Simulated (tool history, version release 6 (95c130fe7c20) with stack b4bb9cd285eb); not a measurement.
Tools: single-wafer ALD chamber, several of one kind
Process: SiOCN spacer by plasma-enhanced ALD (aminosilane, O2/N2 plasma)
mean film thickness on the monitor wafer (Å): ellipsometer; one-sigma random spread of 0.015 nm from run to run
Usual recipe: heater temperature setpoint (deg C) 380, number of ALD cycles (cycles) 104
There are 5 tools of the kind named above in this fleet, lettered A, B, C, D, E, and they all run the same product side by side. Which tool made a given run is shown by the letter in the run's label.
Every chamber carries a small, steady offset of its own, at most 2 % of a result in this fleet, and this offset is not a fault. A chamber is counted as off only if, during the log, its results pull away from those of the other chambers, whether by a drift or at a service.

run   hour  heater temperature setpoint (deg C)  number of ALD cycles (cycles)  hours since the last thermocouple change  read-back reference wafer on the same gauge, thickness_nm  mean film thickness on the monitor wafer (Å)
 1E    8.9                                  380                            104                                     659.5                                                     5.2734                                        63.110
 2C   14.6                                  380                            104                                     195.1                                                     5.2689                                        62.281
 3D   19.8                                  380                            104                                     871.8                                                     5.2733                                        63.099
 4B   28.3                                  380                            104                                     743.1                                                     5.2673                                        62.909
 5A   34.4                                  380                            104                                    1100.7                                                     5.2729                                        61.524
 6D   42.3                                  380                            104                                     894.3                                                     5.2708                                        63.089
 7E   51.8                                  380                            104                                     702.4                                                     5.2729                                        63.352
 8A   57.5                                  380                            104                                    1123.8                                                     5.2726                                        61.537
 9B   62.2                                  365                            104                                     777.0                                                     5.2731                                        62.793
10C   67.0                                  365                            104                                     247.5                                                     5.2685                                        62.135
11D   75.5                                  365                            104                                     927.5                                                     5.2718                                        63.365
12C   80.5                                  365                            104                                     261.0                                                     5.2699                                        62.456
      88.0  -- chamber A: thermocouple changed; heater temperature recalibrated
13B   89.4                                  365                            104                                     804.2                                                     5.2725                                        62.599
14A   94.8                                  380                            104                                       6.9                                                     5.2681                                        61.496
15E  101.7                                  380                            104                                     752.3                                                     5.2690                                        63.323
16C  110.0                                  380                            104                                     290.5                                                     5.2683                                        62.163
17D  119.3                                  380                            104                                     971.3                                                     5.2734                                        62.997
18A  123.8                                  380                            104                                      35.9                                                     5.2701                                        61.622
19E  129.8                                  380                            104                                     780.4                                                     5.2674                                        63.328
20B  134.2                                  380                            104                                     849.0                                                     5.2716                                        62.511
21C  142.8                                  380                            104                                     323.3                                                     5.2704                                        62.308
22A  147.5                                  380                            104                                      59.6                                                     5.2708                                        61.880
23B  152.3                                  380                            104                                     867.1                                                     5.2686                                        62.747
24E  158.3                                  380                            104                                     808.9                                                     5.2729                                        63.099
25D  166.9                                  380                            104                                    1018.9                                                     5.2690                                        63.258
26A  172.3                                  380                            104                                      84.4                                                     5.2704                                        61.955
27C  179.6                                  380                            104                                     360.1                                                     5.2665                                        62.188
28D  183.8                                  380                            104                                    1035.8                                                     5.2704                                        63.359
29B  190.1                                  380                            104                                     904.9                                                     5.2709                                        62.469
30E  196.4                                  380                            104                                     847.0                                                     5.2703                                        63.046
31D  205.1                                  380                            104                                    1057.1                                                     5.2708                                        63.299
32E  214.6                                  380                            104                                     865.2                                                     5.2700                                        63.073
33A  221.1                                  380                            104                                     133.2                                                     5.2669                                        61.820
34B  227.7                                  380                            104                                     942.5                                                     5.2695                                        62.796

The same settings go to every chamber for the next run, one line per chamber below. Forecast the results for each:
35A  234.5                                  380                            104                                                                                                                                                  ?
35B  234.5                                  380                            104                                                                                                                                                  ?
35C  234.5                                  380                            104                                                                                                                                                  ?
35D  234.5                                  380                            104                                                                                                                                                  ?
35E  234.5                                  380                            104                                                                                                                                                  ?

run  mean film thickness on the monitor wafer (Å)
35A                                        61.679
35B                                        62.419
35C                                        62.322
35D                                        63.340
35E                                        62.798
